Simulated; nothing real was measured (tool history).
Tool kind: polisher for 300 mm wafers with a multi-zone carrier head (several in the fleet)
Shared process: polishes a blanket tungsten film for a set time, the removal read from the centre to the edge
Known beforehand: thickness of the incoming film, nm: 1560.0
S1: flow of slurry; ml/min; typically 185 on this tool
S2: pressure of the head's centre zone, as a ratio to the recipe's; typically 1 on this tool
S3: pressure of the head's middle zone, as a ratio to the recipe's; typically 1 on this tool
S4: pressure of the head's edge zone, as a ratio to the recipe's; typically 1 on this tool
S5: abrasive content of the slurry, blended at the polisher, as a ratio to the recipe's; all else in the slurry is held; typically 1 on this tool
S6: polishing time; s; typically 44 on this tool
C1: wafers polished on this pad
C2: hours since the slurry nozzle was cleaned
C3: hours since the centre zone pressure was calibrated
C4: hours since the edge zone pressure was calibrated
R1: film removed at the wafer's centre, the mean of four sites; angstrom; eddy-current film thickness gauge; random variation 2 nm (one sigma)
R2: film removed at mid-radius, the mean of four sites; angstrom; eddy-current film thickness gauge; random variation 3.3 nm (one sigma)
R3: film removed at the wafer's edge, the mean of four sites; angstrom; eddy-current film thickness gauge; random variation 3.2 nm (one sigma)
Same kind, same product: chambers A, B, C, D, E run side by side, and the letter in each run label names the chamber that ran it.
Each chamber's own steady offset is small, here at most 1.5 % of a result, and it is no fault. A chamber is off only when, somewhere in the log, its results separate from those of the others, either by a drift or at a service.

run,day,S1,S2,S3,S4,S5,S6,C1,C2,C3,C4,R1,R2,R3
# day 0.1: chamber A: worn pad replaced by a new one
# day 0.346: chamber C: worn pad replaced by a new one
1A,0.425,185,1,1,1,1,44,108,48.3,399.9,266.5,2768.2,2769,2813
2B,0.854,185,1,1,1,1,44,864,111.2,801.2,303.3,2717.8,2735.5,2764.2
3D,1.096,185,1,1,1,1,44,1249,455.3,200.3,1061.9,2784.7,2738,2802.9
4C,1.45,185,1,1,1,1,44,370,752.5,97.8,281.5,2748.9,2741.7,2757.1
# day 1.454: chamber B: worn pad replaced by a new one
# day 1.717: chamber D: worn pad replaced by a new one
# day 1.867: chamber C: slurry nozzle cleaned
5E,1.9,185,1,1,1,1,44,920,453.2,910.7,48.1,2738.4,2755.3,2724.3
6A,2.296,185,1,1,1,1,44,734,93.2,444.8,311.4,2737,2807.2,2764.3
# day 2.642: chamber E: worn pad replaced by a new one
7D,2.646,145,1,1,1,1,44,311,492.5,237.5,1099.1,2632.4,2696.1,2683.9
8C,2.929,145,1,1,1,1,44,865,25.6,133.3,317,2598.4,2615.4,2635.5
9B,3.317,145,1,1,1,1,44,623,170.3,860.3,362.4,2639.5,2622.2,2670.4
# day 3.442: chamber C: worn pad replaced by a new one
# day 3.567: chamber B: centre zone pressure recalibrated
10E,3.658,145,1,1,1,1,44,340,495.4,952.9,90.3,2592.4,2624.5,2696.9
11E,3.892,145,1,1,1,1,44,418,501,958.5,95.9,2645.3,2579.2,2686.8
# day 4.1: chamber B: worn pad replaced by a new one
# day 4.283: chamber A: worn pad replaced by a new one
12C,4.329,185,1,1,1,1,44,296,59.2,166.9,350.6,2730.8,2800.5,2759.1
# day 4.533: chamber E: centre zone pressure recalibrated
13D,4.571,185,1.04,1,1,1.25,44,955,538.7,283.7,1145.3,3018.2,2933.1,2947.9
14B,4.929,185,1.04,1,1,1.25,44,277,209,32.8,401.1,3051.7,2907.1,2933
15A,5.142,185,1.04,1,1,1.25,44,287,161.5,513.1,379.7,3023.2,2980.3,2949.3
# day 5.292: chamber E: slurry nozzle cleaned
# day 5.525: chamber D: worn pad replaced by a new one
16B,5.546,185,1.04,1,1,1.25,44,483,223.8,47.6,415.9,3001.8,2871.2,2919.4
# day 5.825: chamber C: worn pad replaced by a new one
17E,5.933,185,1.04,1,1,1.25,44,1101,15.5,33.6,144.9,2834.9,2851.7,2955.9
18A,6.338,185,1,1,1,1,44,687,190.2,541.8,408.4,2750.3,2819.5,2732.9
# day 6.375: chamber E: worn pad replaced by a new one
19D,6.596,185,1,1,1,1,44,358,587.3,332.3,1193.9,2749.5,2792.4,2760.8
# day 6.692: chamber B: worn pad replaced by a new one
20C,6.904,185,1,1,1,1,44,362,121,228.7,412.4,2757.8,2729.2,2801.6
21C,7.238,185,1,1,1,1,44,473,129,236.7,420.4,2756.4,2760.9,2755.9
22B,7.608,185,1,1,1,1,44,307,273.3,97.1,465.4,2733.6,2696.4,2780.6
# day 7.746: chamber D: edge zone pressure recalibrated
23E,8.071,185,1,1,1,1,44,568,66.8,84.9,196.2,2569.9,2698.4,2793.2
# day 8.117: chamber A: worn pad replaced by a new one
# day 8.288: chamber D: slurry nozzle cleaned
24D,8.446,185,1,1,1,1,44,977,3.8,376.7,16.8,2744.1,2756.4,2745.7
# day 8.562: chamber B: slurry nozzle cleaned
25A,8.712,185,1,1,1,1,44,200,247.2,598.8,465.4,2761.6,2861,2835
# day 9.004: chamber C: worn pad replaced by a new one
26B,9.017,185,1,1,1,1,44,778,11,130.9,499.2,2800.6,2685,2784.6
27A,9.404,185,1,1,1,1,44,431,263.8,615.4,482,2749.1,2834.9,2770.8
# day 9.758: chamber A: centre zone pressure recalibrated
# day 9.8: chamber B: worn pad replaced by a new one
# day 9.842: chamber D: worn pad replaced by a new one
28D,9.846,185,1,1,1,1,44,2,37.4,410.3,50.4,2738.9,2741.7,2752.8
# day 10.092: chamber E: worn pad replaced by a new one
29E,10.258,185,1,1,1,0.75,44,56,119.3,137.4,248.7,2386,2521.8,2595.1
30C,10.667,185,1,1,1,0.75,44,556,211.3,319,502.7,2537.5,2512.7,2630.8
31C,11.046,185,1,1,1,0.75,44,683,220.4,328.1,511.8,2545.3,2559.2,2598.1
32D,11.292,185,1,1,1,0.75,44,485,72.1,445,85.1,2569.2,2578.3,2645
33B,11.65,185,1,1,1,0.75,44,619,74.2,194.1,562.4,2618.2,2557.6,2547.9
# day 11.958: chamber C: edge zone pressure recalibrated
34A,12.075,185,1,1,1,1,44,1324,327.9,55.7,546.1,2736.9,2873.1,2728.8
# day 12.183: chamber C: worn pad replaced by a new one
35E,12.446,185,1,1,1,1,44,788,171.8,189.9,301.2,2568.1,2754.7,2769.3
# day 12.538: chamber B: worn pad replaced by a new one
# day 12.625: chamber A: worn pad replaced by a new one
36C,12.658,185,1,1,1,1,44,158,259.1,366.8,16.9,2683.6,2730.4,2798.5
37D,12.946,185,1,1,1,1.1,44,1039,111.8,484.7,124.8,2817.7,2811.6,2778.7
38B,13.246,185,1,1,1,1.1,44,237,112.5,232.4,600.7,2819.1,2810.9,2840.3
# day 13.292: chamber A: edge zone pressure recalibrated
39E,13.542,185,1,1,1,1.1,44,1154,198.1,216.2,327.5,2623.8,2782.6,2844
40A,13.988,185,1,1,1,1.1,44,456,373.8,101.6,16.8,2814.6,2829.1,2780.3

Each of the 5 chambers runs these same settings next. Fill in every chamber's results:
41A,14.321,185,1,1,0.93,1,44,,,,,?,?,?
41B,14.321,185,1,1,0.93,1,44,,,,,?,?,?
41C,14.321,185,1,1,0.93,1,44,,,,,?,?,?
41D,14.321,185,1,1,0.93,1,44,,,,,?,?,?
41E,14.321,185,1,1,0.93,1,44,,,,,?,?,?

run,R1,R2,R3
41A,2704.5,2768.2,2715.9
41B,2767.5,2714,2603.5
41C,2715.6,2794.3,2755.7
41D,2772.2,2754,2673.9
41E,2569.1,2729.5,2671.1

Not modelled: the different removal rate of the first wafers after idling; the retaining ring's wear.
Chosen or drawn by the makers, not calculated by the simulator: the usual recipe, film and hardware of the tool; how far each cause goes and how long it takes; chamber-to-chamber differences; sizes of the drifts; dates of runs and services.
